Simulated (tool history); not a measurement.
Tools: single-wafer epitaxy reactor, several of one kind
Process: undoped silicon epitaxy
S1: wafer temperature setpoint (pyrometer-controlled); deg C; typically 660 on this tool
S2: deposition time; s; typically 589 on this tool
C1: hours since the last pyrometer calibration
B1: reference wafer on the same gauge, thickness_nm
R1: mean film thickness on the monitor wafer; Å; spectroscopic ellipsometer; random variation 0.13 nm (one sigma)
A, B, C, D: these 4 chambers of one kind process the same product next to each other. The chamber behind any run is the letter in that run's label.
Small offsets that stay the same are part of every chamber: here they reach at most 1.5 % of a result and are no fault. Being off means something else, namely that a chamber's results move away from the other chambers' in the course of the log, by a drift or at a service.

Run 1B, hour 3.2: usual settings; C1 1071; B1 130.99. Result: R1 1234.3 Å.
Run 2A, hour 6.6: usual settings; C1 2437.3; B1 130.96. Result: R1 1219 Å.
Run 3C, hour 9.1: usual settings; C1 298; B1 130.97. Result: R1 1213.5 Å.
Run 4D, hour 11.5: usual settings; C1 1349.5; B1 130.94. Result: R1 1225.8 Å.
Run 5A, hour 15.8: usual settings; C1 2446.5; B1 130.95. Result: R1 1217.9 Å.
Run 6B, hour 20.6: usual settings but S1 653 deg C; C1 1088.4; B1 130.92. Result: R1 1061.7 Å.
Run 7C, hour 25.1: usual settings but S1 653 deg C; C1 314; B1 130.89. Result: R1 1044.5 Å.
Run 8D, hour 29.7: usual settings but S1 653 deg C; C1 1367.7; B1 130.92. Result: R1 1053.2 Å.
Run 9C, hour 34.1: usual settings but S1 653 deg C; C1 323; B1 130.91. Result: R1 1044.9 Å.
Run 10B, hour 38.4: usual settings; C1 1106.2; B1 130.85. Result: R1 1232.2 Å.
Run 11A, hour 42.1: usual settings but S1 667 deg C; C1 2472.8; B1 130.87. Result: R1 1408.5 Å.
Run 12D, hour 44.7: usual settings but S1 667 deg C; C1 1382.7; B1 130.86. Result: R1 1420.2 Å.
Run 13A, hour 48.6: usual settings but S1 667 deg C; C1 2479.3; B1 130.83. Result: R1 1408.4 Å.
Run 14B, hour 53.8: usual settings but S1 667 deg C; C1 1121.6; B1 130.83. Result: R1 1430.7 Å.
Run 15C, hour 58.4: usual settings; C1 347.3; B1 130.81. Result: R1 1212 Å.
Run 16D, hour 61.1: usual settings but S2 507 s; C1 1399.1; B1 130.82. Result: R1 1052 Å.
Run 17A, hour 64.9: usual settings but S2 507 s; C1 2495.6; B1 130.73. Result: R1 1047.4 Å.
Run 18C, hour 68.5: usual settings but S2 507 s; C1 357.4; B1 130.78. Result: R1 1044.3 Å.
Run 19D, hour 71.9: usual settings but S2 507 s; C1 1409.9; B1 130.77. Result: R1 1052.1 Å.
Run 20B, hour 74.9: usual settings; C1 1142.7; B1 130.73. Result: R1 1233.6 Å.
Run 21B, hour 79.7: usual settings; C1 1147.5; B1 130.71. Result: R1 1234.6 Å.
Run 22A, hour 83.1: usual settings but S2 628 s; C1 2513.8; B1 130.7. Result: R1 1296.7 Å.
Run 23D, hour 87: usual settings but S2 628 s; C1 1425; B1 130.68. Result: R1 1302.2 Å.
Run 24C, hour 91.3: usual settings but S2 628 s; C1 380.2; B1 130.71. Result: R1 1293 Å.
Run 25C, hour 94.9: usual settings but S2 628 s; C1 383.8; B1 130.68. Result: R1 1290.7 Å.
Run 26A, hour 97.4: usual settings; C1 2528.1; B1 130.66. Result: R1 1215.5 Å.
Run 27D, hour 102: usual settings; C1 1440; B1 130.61. Result: R1 1222.5 Å.
Run 28B, hour 104.7: usual settings; C1 1172.5; B1 130.59. Result: R1 1234.1 Å.
Run 29D, hour 109.9: usual settings; C1 1447.9; B1 130.58. Result: R1 1222.5 Å.
Run 30B, hour 112.9: usual settings but S1 651 deg C; C1 1180.7; B1 130.56. Result: R1 1014.5 Å.
Run 31A, hour 117.3: usual settings but S1 651 deg C; C1 2548; B1 130.57. Result: R1 1003.4 Å.
Run 32C, hour 120.7: usual settings but S1 651 deg C; C1 409.6; B1 130.54. Result: R1 998.82 Å.
Run 33A, hour 124.4: usual settings but S1 651 deg C; C1 2555.1; B1 130.56. Result: R1 1001.7 Å.
Run 34B, hour 128.1: usual settings; C1 1195.9; B1 130.53. Result: R1 1232.5 Å.
Run 35C, hour 131.3: usual settings; C1 420.2; B1 130.5. Result: R1 1211.6 Å.
Run 36D, hour 134.3: usual settings; C1 1472.3; B1 130.55. Result: R1 1220.8 Å.
Run 37D, hour 138.3: usual settings but S1 670 deg C, S2 625 s; C1 1476.3; B1 130.51. Result: R1 1600.5 Å.
Run 38C, hour 142.1: usual settings but S1 670 deg C, S2 625 s; C1 431; B1 130.48. Result: R1 1585.5 Å.
Run 39A, hour 144.5: usual settings but S1 670 deg C, S2 625 s; C1 2575.2; B1 130.5. Result: R1 1587.3 Å.
Run 40B, hour 147.8: usual settings but S1 670 deg C, S2 625 s; C1 1215.6; B1 130.5. Result: R1 1612.7 Å.
Run 41D, hour 151.2: usual settings but S1 668 deg C, S2 673 s; C1 1489.2; B1 130.44. Result: R1 1650.1 Å.

Predict what each chamber gives when all 4 of them run the settings below next.
Run 42A, hour 154.9: usual settings. Result: R1 ?.
Run 42B, hour 154.9: usual settings. Result: R1 ?.
Run 42C, hour 154.9: usual settings. Result: R1 ?.
Run 42D, hour 154.9: usual settings. Result: R1 ?.

run      R1
42A    1212
42B  1232.3
42C  1208.7
42D    1220

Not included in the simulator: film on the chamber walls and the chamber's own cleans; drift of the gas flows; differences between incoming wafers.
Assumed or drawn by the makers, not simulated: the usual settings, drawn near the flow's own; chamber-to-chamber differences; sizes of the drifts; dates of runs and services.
